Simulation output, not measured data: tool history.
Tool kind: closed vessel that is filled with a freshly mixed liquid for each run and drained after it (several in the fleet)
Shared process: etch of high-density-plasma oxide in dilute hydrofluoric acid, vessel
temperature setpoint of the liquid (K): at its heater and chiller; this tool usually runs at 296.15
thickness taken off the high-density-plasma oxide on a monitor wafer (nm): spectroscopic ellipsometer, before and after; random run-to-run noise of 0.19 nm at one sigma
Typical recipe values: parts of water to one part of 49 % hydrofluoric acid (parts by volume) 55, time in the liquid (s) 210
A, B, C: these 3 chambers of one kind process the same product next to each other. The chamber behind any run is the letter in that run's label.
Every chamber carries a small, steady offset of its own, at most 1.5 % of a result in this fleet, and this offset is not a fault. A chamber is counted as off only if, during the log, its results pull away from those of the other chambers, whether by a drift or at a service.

run	hour	temperature setpoint of the liquid (K)	parts of water to one part of 49 % hydrofluoric acid (parts by volume)	time in the liquid (s)	hours since the thermometer was replaced	hours since the hydrofluoric acid flow meter was replaced	read-back film thickness of the high-density-plasma oxide reference wafer, read on the same gauge (nm)	thickness taken off the high-density-plasma oxide on a monitor wafer (nm)
1B	13.5	296.15	55	210	717.7	127.7	90.032	19.84
2C	27.8	296.15	55	210	336.8	1051.3	89.97	20.19
3A	34.8	296.15	55	210	987.9	221.2	90	20.016
4B	44	296.15	55	210	748.2	158.2	90.015	19.348
5C	59.1	296.15	55	210	368.1	1082.6	90.02	19.982
# hour 63.3: chamber B: thermometer replaced
6A	74.2	296.15	55	210	1027.3	260.6	89.984	19.857
7A	84.9	296.15	55	210	1038	271.3	90.008	20.096
8C	94.1	296.15	55	210	403.1	1117.6	89.997	19.69
9B	108.1	296.15	55	210	44.8	222.3	90.014	20.013
10B	117.4	296.15	55	210	54.1	231.6	89.991	19.603
11A	125.7	296.15	55	160	1078.8	312.1	89.998	15.12
12C	133.4	296.15	55	160	442.4	1156.9	90.049	15.441
13C	143.3	296.15	55	160	452.3	1166.8	89.973	15.323
14A	159.2	296.15	55	210	1112.3	345.6	90.01	19.613
# hour 159.9: chamber A: thermometer replaced
15B	173.5	296.15	55	210	110.2	287.7	89.998	19.66
16A	182	296.15	55	210	22.1	368.4	90.014	19.787
# hour 184.3: chamber C: hydrofluoric acid flow meter replaced
17C	197.9	296.15	55	210	506.9	13.6	90.006	19.533
18B	206.5	299.15	55	210	143.2	320.7	90.028	22.13
19B	218.7	299.15	55	210	155.4	332.9	89.979	21.971
20C	231.5	299.15	55	210	540.5	47.2	89.994	23.168
21A	244.8	296.15	55	210	84.9	431.2	90.02	19.816
22A	260.3	296.15	55	210	100.4	446.7	89.988	20.042
23C	271.4	296.15	55	210	580.4	87.1	89.978	19.853
24B	285.2	294.15	30	210	221.9	399.4	90.008	34.336
25A	295.8	294.15	30	210	135.9	482.2	89.997	33.475
26C	303.2	294.15	30	210	612.2	118.9	90.007	34.851
27B	315	296.15	55	210	251.7	429.2	90.002	19.26
28C	330.4	296.15	55	210	639.4	146.1	89.993	20.129
29B	340.1	296.15	55	210	276.8	454.3	89.987	19.226
30A	350.9	296.15	55	210	191	537.3	89.996	19.902
31A	362.5	296.15	55	210	202.6	548.9	90.022	20.024
32C	370.8	296.15	55	210	679.8	186.5	89.976	20.045
33B	379.8	296.15	55	210	316.5	494	90.007	19.46
34C	386.9	296.15	55	210	695.9	202.6	89.995	19.886
35A	400	296.15	55	210	240.1	586.4	90.032	19.67
36B	406.9	296.15	55	210	343.6	521.1	90.015	19.343
37B	422	296.15	55	210	358.7	536.2	89.996	19.962
38A	433	296.15	55	210	273.1	619.4	89.99	19.907
# hour 435.1: chamber B: hydrofluoric acid flow meter replaced
39C	443.2	296.15	55	210	752.2	258.9	89.986	20.012
40C	456.1	296.15	30	150	765.1	271.8	90.025	27.061
41B	469.1	296.15	30	150	405.8	34	90.013	27.237
42A	480.8	296.15	30	150	320.9	667.2	89.999	26.355
43A	494	296.15	55	210	334.1	680.4	89.987	20.001

One chamber off, gauge drift, or nothing amiss beyond the chambers' own small offsets? If it is a chamber, which one, and what is the likeliest cause?

Nothing is wrong: each chamber keeps only its own small, steady offset and the gauge holds still.
